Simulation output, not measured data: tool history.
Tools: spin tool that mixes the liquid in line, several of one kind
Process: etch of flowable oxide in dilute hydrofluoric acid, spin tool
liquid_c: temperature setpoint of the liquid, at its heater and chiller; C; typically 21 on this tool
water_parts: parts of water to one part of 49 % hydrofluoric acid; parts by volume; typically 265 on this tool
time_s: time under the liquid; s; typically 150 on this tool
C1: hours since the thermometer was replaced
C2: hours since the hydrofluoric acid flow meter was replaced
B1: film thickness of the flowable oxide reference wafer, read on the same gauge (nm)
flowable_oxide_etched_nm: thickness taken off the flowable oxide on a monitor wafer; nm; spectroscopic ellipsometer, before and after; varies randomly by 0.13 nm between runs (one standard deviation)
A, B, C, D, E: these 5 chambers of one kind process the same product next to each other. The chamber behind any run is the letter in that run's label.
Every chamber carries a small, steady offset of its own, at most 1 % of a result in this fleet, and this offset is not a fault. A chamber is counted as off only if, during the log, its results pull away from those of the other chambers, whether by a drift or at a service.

Run 1C, hour 8.8: usual settings; C1 301.7; C2 873.5; B1 149.99. Result: flowable_oxide_etched_nm 17.8780 nm.
At hour 21.8: chamber A: hydrofluoric acid flow meter replaced.
Run 2D, hour 22.0: usual settings; C1 314.7; C2 1044.0; B1 150.00. Result: flowable_oxide_etched_nm 17.8940 nm.
Run 3B, hour 33.6: usual settings; C1 832.7; C2 459.1; B1 150.00. Result: flowable_oxide_etched_nm 17.9010 nm.
Run 4A, hour 42.5: usual settings; C1 1375.5; C2 20.7; B1 150.01. Result: flowable_oxide_etched_nm 17.9020 nm.
Run 5E, hour 55.5: usual settings; C1 690.2; C2 1728.4; B1 150.02. Result: flowable_oxide_etched_nm 17.4870 nm.
Run 6D, hour 63.2: usual settings; C1 355.9; C2 1085.2; B1 149.96. Result: flowable_oxide_etched_nm 17.6990 nm.
Run 7C, hour 70.0: usual settings; C1 362.9; C2 934.7; B1 149.99. Result: flowable_oxide_etched_nm 17.7630 nm.
Run 8E, hour 78.7: usual settings; C1 713.4; C2 1751.6; B1 150.03. Result: flowable_oxide_etched_nm 17.5570 nm.
Run 9A, hour 89.5: usual settings; C1 1422.5; C2 67.7; B1 150.02. Result: flowable_oxide_etched_nm 17.7860 nm.
Run 10B, hour 98.5: usual settings; C1 897.6; C2 524.0; B1 150.02. Result: flowable_oxide_etched_nm 17.7190 nm.
At hour 108.3: chamber E: hydrofluoric acid flow meter replaced.
Run 11A, hour 109.0: usual settings; C1 1442.0; C2 87.2; B1 150.00. Result: flowable_oxide_etched_nm 17.9970 nm.
Run 12C, hour 122.6: usual settings; C1 415.5; C2 987.3; B1 150.00. Result: flowable_oxide_etched_nm 17.4020 nm.
Run 13D, hour 130.0: usual settings; C1 422.7; C2 1152.0; B1 149.96. Result: flowable_oxide_etched_nm 17.9990 nm.
Run 14B, hour 137.5: usual settings; C1 936.6; C2 563.0; B1 149.96. Result: flowable_oxide_etched_nm 17.9520 nm.
Run 15E, hour 146.0: usual settings; C1 780.7; C2 37.7; B1 150.01. Result: flowable_oxide_etched_nm 17.8790 nm.
Run 16C, hour 156.6: usual settings but time_s 180 s; C1 449.5; C2 1021.3; B1 150.03. Result: flowable_oxide_etched_nm 21.1910 nm.
Run 17B, hour 163.5: usual settings but time_s 180 s; C1 962.6; C2 589.0; B1 149.97. Result: flowable_oxide_etched_nm 21.9820 nm.
Run 18E, hour 174.0: usual settings but time_s 180 s; C1 808.7; C2 65.7; B1 150.03. Result: flowable_oxide_etched_nm 21.2390 nm.
Run 19A, hour 182.5: usual settings but time_s 180 s; C1 1515.5; C2 160.7; B1 150.02. Result: flowable_oxide_etched_nm 21.5080 nm.
Run 20D, hour 193.6: usual settings but time_s 180 s; C1 486.3; C2 1215.6; B1 150.00. Result: flowable_oxide_etched_nm 21.5330 nm.
Run 21C, hour 206.9: usual settings; C1 499.8; C2 1071.6; B1 150.04. Result: flowable_oxide_etched_nm 17.6180 nm.
Run 22A, hour 218.1: usual settings but water_parts 305 parts by volume, time_s 90 s; C1 1551.1; C2 196.3; B1 150.00. Result: flowable_oxide_etched_nm 9.0443 nm.
Run 23E, hour 228.3: usual settings but water_parts 305 parts by volume, time_s 90 s; C1 863.0; C2 120.0; B1 150.02. Result: flowable_oxide_etched_nm 8.8815 nm.
Run 24D, hour 237.0: usual settings but water_parts 305 parts by volume, time_s 90 s; C1 529.7; C2 1259.0; B1 150.03. Result: flowable_oxide_etched_nm 8.8892 nm.
Run 25B, hour 249.3: usual settings but water_parts 305 parts by volume, time_s 90 s; C1 1048.4; C2 674.8; B1 150.06. Result: flowable_oxide_etched_nm 9.1468 nm.
Run 26E, hour 258.3: usual settings but water_parts 305 parts by volume, time_s 90 s; C1 893.0; C2 150.0; B1 149.98. Result: flowable_oxide_etched_nm 8.8070 nm.
Run 27B, hour 267.0: usual settings; C1 1066.1; C2 692.5; B1 149.98. Result: flowable_oxide_etched_nm 18.6760 nm.
Run 28A, hour 281.3: usual settings but time_s 230 s; C1 1614.3; C2 259.5; B1 150.02. Result: flowable_oxide_etched_nm 27.0760 nm.
Run 29C, hour 293.0: usual settings but time_s 230 s; C1 585.9; C2 1157.7; B1 150.02. Result: flowable_oxide_etched_nm 27.0070 nm.
Run 30D, hour 300.8: usual settings but time_s 230 s; C1 593.5; C2 1322.8; B1 149.96. Result: flowable_oxide_etched_nm 27.2720 nm.
Run 31B, hour 315.0: usual settings but time_s 230 s; C1 1114.1; C2 740.5; B1 150.03. Result: flowable_oxide_etched_nm 28.2780 nm.
Run 32C, hour 323.2: usual settings but time_s 230 s; C1 616.1; C2 1187.9; B1 149.99. Result: flowable_oxide_etched_nm 26.9220 nm.
Run 33A, hour 332.5: usual settings; C1 1665.5; C2 310.7; B1 149.97. Result: flowable_oxide_etched_nm 17.6960 nm.
At hour 340.9: chamber A: thermometer replaced.
Run 34D, hour 347.0: usual settings; C1 639.7; C2 1369.0; B1 149.99. Result: flowable_oxide_etched_nm 17.9860 nm.
Run 35E, hour 361.0: usual settings; C1 995.7; C2 252.7; B1 150.02. Result: flowable_oxide_etched_nm 17.8870 nm.
Run 36D, hour 374.2: usual settings; C1 666.9; C2 1396.2; B1 149.98. Result: flowable_oxide_etched_nm 17.9380 nm.
Run 37E, hour 383.8: usual settings; C1 1018.5; C2 275.5; B1 149.99. Result: flowable_oxide_etched_nm 17.6190 nm.
Run 38C, hour 397.2: usual settings; C1 690.1; C2 1261.9; B1 149.99. Result: flowable_oxide_etched_nm 17.5340 nm.
Run 39B, hour 408.5: usual settings; C1 1207.6; C2 834.0; B1 150.01. Result: flowable_oxide_etched_nm 18.6790 nm.
Run 40A, hour 418.6: usual settings; C1 77.8; C2 396.8; B1 150.04. Result: flowable_oxide_etched_nm 17.7160 nm.
Run 41D, hour 429.2: usual settings; C1 721.9; C2 1451.2; B1 150.02. Result: flowable_oxide_etched_nm 17.6460 nm.

The same settings go to every chamber for the next run, one line per chamber below. Forecast the results for each:
Run 42A, hour 440.2: usual settings but water_parts 375 parts by volume. Result: flowable_oxide_etched_nm ?.
Run 42B, hour 440.2: usual settings but water_parts 375 parts by volume. Result: flowable_oxide_etched_nm ?.
Run 42C, hour 440.2: usual settings but water_parts 375 parts by volume. Result: flowable_oxide_etched_nm ?.
Run 42D, hour 440.2: usual settings but water_parts 375 parts by volume. Result: flowable_oxide_etched_nm ?.
Run 42E, hour 440.2: usual settings but water_parts 375 parts by volume. Result: flowable_oxide_etched_nm ?.

run  flowable_oxide_etched_nm
42A                   11.3080
42B                   12.0550
42C                   11.2080
42D                   11.2570
42E                   11.3610
